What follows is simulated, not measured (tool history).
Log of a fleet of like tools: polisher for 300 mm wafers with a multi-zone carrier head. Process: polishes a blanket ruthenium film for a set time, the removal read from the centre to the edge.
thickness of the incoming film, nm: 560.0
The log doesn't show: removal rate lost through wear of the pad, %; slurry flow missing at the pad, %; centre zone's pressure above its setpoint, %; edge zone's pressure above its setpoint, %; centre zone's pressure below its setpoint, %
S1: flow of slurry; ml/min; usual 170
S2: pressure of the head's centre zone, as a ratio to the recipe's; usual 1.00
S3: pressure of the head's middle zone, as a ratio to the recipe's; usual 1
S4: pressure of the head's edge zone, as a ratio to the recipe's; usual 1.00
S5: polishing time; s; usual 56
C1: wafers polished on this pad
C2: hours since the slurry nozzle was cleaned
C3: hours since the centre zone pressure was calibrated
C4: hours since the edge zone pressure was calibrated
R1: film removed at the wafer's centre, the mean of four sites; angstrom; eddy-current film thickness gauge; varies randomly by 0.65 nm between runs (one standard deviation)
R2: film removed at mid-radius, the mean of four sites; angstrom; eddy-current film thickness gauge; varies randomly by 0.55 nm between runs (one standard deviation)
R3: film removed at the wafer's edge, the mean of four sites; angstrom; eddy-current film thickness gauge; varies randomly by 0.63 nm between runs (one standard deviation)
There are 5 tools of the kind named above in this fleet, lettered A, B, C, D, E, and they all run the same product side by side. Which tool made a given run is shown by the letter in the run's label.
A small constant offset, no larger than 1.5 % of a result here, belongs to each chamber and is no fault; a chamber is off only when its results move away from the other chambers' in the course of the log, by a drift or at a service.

-- hour=8.0 chamber B: slurry nozzle cleaned
run 1E hour=8.1 | S1=170 S2=1.00 S3=1 S4=1.00 S5=56 | C1=81 C2=17.8 C3=98.9 C4=594.3 | R1=561.13 R2=566.06 R3=553.58
-- hour=11.9 chamber A: edge zone pressure recalibrated
run 2C hour=15.6 | S1=170 S2=1.00 S3=1 S4=1.00 S5=56 | C1=420 C2=634.0 C3=108.3 C4=722.2 | R1=569.18 R2=557.84 R3=571.81
-- hour=19.8 chamber D: slurry nozzle cleaned
-- hour=20.7 chamber A: worn pad replaced by a new one
run 3A hour=24.9 | S1=170 S2=1.00 S3=1 S4=1.00 S5=56 | C1=31 C2=78.0 C3=268.4 C4=13.1 | R1=553.12 R2=567.87 R3=571.03
-- hour=30.5 chamber C: edge zone pressure recalibrated
-- hour=31.8 chamber C: slurry nozzle cleaned
run 4D hour=34.5 | S1=170 S2=1.00 S3=1 S4=1.00 S5=56 | C1=565 C2=14.7 C3=216.1 C4=109.9 | R1=564.07 R2=563.58 R3=557.94
run 5B hour=39.7 | S1=170 S2=1.00 S3=1 S4=1.00 S5=56 | C1=868 C2=31.7 C3=882.0 C4=131.5 | R1=563.97 R2=564.25 R3=569.57
run 6B hour=46.5 | S1=170 S2=1.00 S3=1 S4=1.00 S5=56 | C1=918 C2=38.5 C3=888.8 C4=138.3 | R1=547.54 R2=569.03 R3=575.69
run 7E hour=54.2 | S1=170 S2=0.88 S3=1 S4=1.00 S5=56 | C1=425 C2=63.9 C3=145.0 C4=640.4 | R1=485.04 R2=558.35 R3=564.43
run 8A hour=63.9 | S1=170 S2=0.88 S3=1 S4=1.00 S5=56 | C1=322 C2=117.0 C3=307.4 C4=52.1 | R1=490.78 R2=554.42 R3=570.27
-- hour=73.5 chamber E: worn pad replaced by a new one
run 9D hour=73.6 | S1=170 S2=0.88 S3=1 S4=1.00 S5=56 | C1=856 C2=53.8 C3=255.2 C4=149.0 | R1=483.70 R2=557.43 R3=563.04
run 10C hour=83.0 | S1=170 S2=0.88 S3=1 S4=1.00 S5=56 | C1=922 C2=51.2 C3=175.7 C4=52.6 | R1=497.02 R2=555.07 R3=553.71
run 11D hour=88.1 | S1=170 S2=0.88 S3=1 S4=1.00 S5=56 | C1=964 C2=68.3 C3=269.7 C4=163.5 | R1=491.21 R2=564.84 R3=565.19
run 12E hour=97.2 | S1=170 S2=1.00 S3=1 S4=1.00 S5=56 | C1=176 C2=106.9 C3=188.0 C4=683.4 | R1=565.83 R2=565.73 R3=567.08
run 13B hour=105.7 | S1=170 S2=1.00 S3=1 S4=1.00 S5=56 | C1=1359 C2=97.7 C3=948.0 C4=197.5 | R1=541.08 R2=555.38 R3=556.02
-- hour=109.6 chamber C: worn pad replaced by a new one
run 14A hour=111.0 | S1=170 S2=1.00 S3=1 S4=1.00 S5=56 | C1=672 C2=164.1 C3=354.5 C4=99.2 | R1=564.29 R2=566.39 R3=549.18
run 15C hour=119.4 | S1=170 S2=1.00 S3=1 S4=1.00 S5=56 | C1=73 C2=87.6 C3=212.1 C4=89.0 | R1=582.57 R2=557.80 R3=556.80
run 16A hour=127.5 | S1=170 S2=1.00 S3=1 S4=1.00 S5=56 | C1=795 C2=180.6 C3=371.0 C4=115.7 | R1=558.03 R2=553.99 R3=561.55
-- hour=134.5 chamber D: worn pad replaced by a new one
run 17E hour=136.0 | S1=170 S2=1.00 S3=1 S4=1.00 S5=56 | C1=465 C2=145.7 C3=226.8 C4=722.2 | R1=557.13 R2=556.29 R3=554.22
-- hour=136.3 chamber E: worn pad replaced by a new one
run 18C hour=140.7 | S1=170 S2=1.00 S3=1 S4=1.00 S5=56 | C1=232 C2=108.9 C3=233.4 C4=110.3 | R1=571.34 R2=558.73 R3=560.67
run 19B hour=149.8 | S1=170 S2=1.00 S3=1 S4=1.08 S5=56 | C1=1687 C2=141.8 C3=992.1 C4=241.6 | R1=532.27 R2=548.81 R3=565.12
run 20D hour=155.8 | S1=170 S2=1.00 S3=1 S4=1.08 S5=56 | C1=158 C2=136.0 C3=337.4 C4=231.2 | R1=561.93 R2=549.56 R3=586.09
-- hour=161.6 chamber A: worn pad replaced by a new one
run 21E hour=163.1 | S1=170 S2=1.00 S3=1 S4=1.08 S5=56 | C1=200 C2=172.8 C3=253.9 C4=749.3 | R1=555.12 R2=554.15 R3=583.24
-- hour=169.1 chamber A: centre zone pressure recalibrated
run 22C hour=170.6 | S1=170 S2=1.00 S3=1 S4=1.08 S5=56 | C1=454 C2=138.8 C3=263.3 C4=140.2 | R1=566.11 R2=564.64 R3=587.18
run 23A hour=177.8 | S1=170 S2=1.00 S3=1 S4=1.08 S5=56 | C1=121 C2=230.9 C3=8.8 C4=166.0 | R1=563.65 R2=560.65 R3=592.00
run 24D hour=184.6 | S1=170 S2=1.00 S3=1 S4=1.00 S5=56 | C1=373 C2=164.8 C3=366.2 C4=260.0 | R1=552.82 R2=565.69 R3=549.83
run 25B hour=190.1 | S1=170 S2=1.00 S3=1 S4=1.00 S5=56 | C1=1988 C2=182.1 C3=1032.4 C4=281.9 | R1=526.17 R2=528.67 R3=537.18
run 26B hour=195.6 | S1=170 S2=1.00 S3=1 S4=1.00 S5=56 | C1=2029 C2=187.6 C3=1037.9 C4=287.4 | R1=532.41 R2=532.04 R3=541.35
run 27E hour=200.3 | S1=170 S2=1.11 S3=1 S4=1.00 S5=67 | C1=477 C2=210.0 C3=291.1 C4=786.5 | R1=755.02 R2=666.14 R3=676.91
run 28D hour=209.3 | S1=170 S2=1.11 S3=1 S4=1.00 S5=67 | C1=557 C2=189.5 C3=390.9 C4=284.7 | R1=749.37 R2=656.09 R3=678.47
-- hour=209.4 chamber A: slurry nozzle cleaned
-- hour=218.0 chamber E: worn pad replaced by a new one
run 29C hour=219.6 | S1=170 S2=1.11 S3=1 S4=1.00 S5=67 | C1=819 C2=187.8 C3=312.3 C4=189.2 | R1=767.50 R2=658.30 R3=665.84
run 30A hour=228.0 | S1=170 S2=1.11 S3=1 S4=1.00 S5=67 | C1=494 C2=18.7 C3=59.0 C4=216.2 | R1=767.37 R2=680.67 R3=684.05
run 31A hour=233.9 | S1=170 S2=1.11 S3=1 S4=1.00 S5=67 | C1=538 C2=24.6 C3=64.9 C4=222.1 | R1=764.36 R2=658.84 R3=669.20
run 32D hour=243.4 | S1=190 S2=0.93 S3=1 S4=1.00 S5=56 | C1=810 C2=223.6 C3=425.0 C4=318.8 | R1=523.37 R2=565.44 R3=568.14
run 33B hour=249.8 | S1=190 S2=0.93 S3=1 S4=1.00 S5=56 | C1=2432 C2=241.8 C3=1092.1 C4=341.6 | R1=475.14 R2=524.53 R3=521.34
run 34C hour=254.5 | S1=190 S2=0.93 S3=1 S4=1.00 S5=56 | C1=1079 C2=222.7 C3=347.2 C4=224.1 | R1=533.13 R2=563.98 R3=561.44
-- hour=259.9 chamber C: worn pad replaced by a new one
run 35E hour=264.7 | S1=190 S2=0.93 S3=1 S4=1.00 S5=56 | C1=348 C2=274.4 C3=355.5 C4=850.9 | R1=528.85 R2=566.65 R3=573.18
run 36C hour=272.4 | S1=190 S2=0.93 S3=1 S4=1.00 S5=56 | C1=93 C2=240.6 C3=365.1 C4=242.0 | R1=525.28 R2=578.92 R3=569.62
-- hour=282.0 chamber B: edge zone pressure recalibrated
run 37B hour=282.4 | S1=170 S2=1.00 S3=1 S4=1.00 S5=56 | C1=2675 C2=274.4 C3=1124.7 C4=0.4 | R1=499.83 R2=502.73 R3=502.73

For the next run the whole fleet of 5 chambers uses the same settings. Give each chamber's results:
run 38A hour=289.8 | S1=170 S2=1.00 S3=1 S4=1.00 S5=56 | R1=? R2=? R3=?
run 38B hour=289.8 | S1=170 S2=1.00 S3=1 S4=1.00 S5=56 | R1=? R2=? R3=?
run 38C hour=289.8 | S1=170 S2=1.00 S3=1 S4=1.00 S5=56 | R1=? R2=? R3=?
run 38D hour=289.8 | S1=170 S2=1.00 S3=1 S4=1.00 S5=56 | R1=? R2=? R3=?
run 38E hour=289.8 | S1=170 S2=1.00 S3=1 S4=1.00 S5=56 | R1=? R2=? R3=?

run=38A R1=562.37 R2=563.07 R3=569.13
run=38B R1=499.40 R2=506.80 R3=507.78
run=38C R1=569.06 R2=563.49 R3=555.90
run=38D R1=564.27 R2=565.63 R3=549.88
run=38E R1=553.41 R2=565.56 R3=564.31
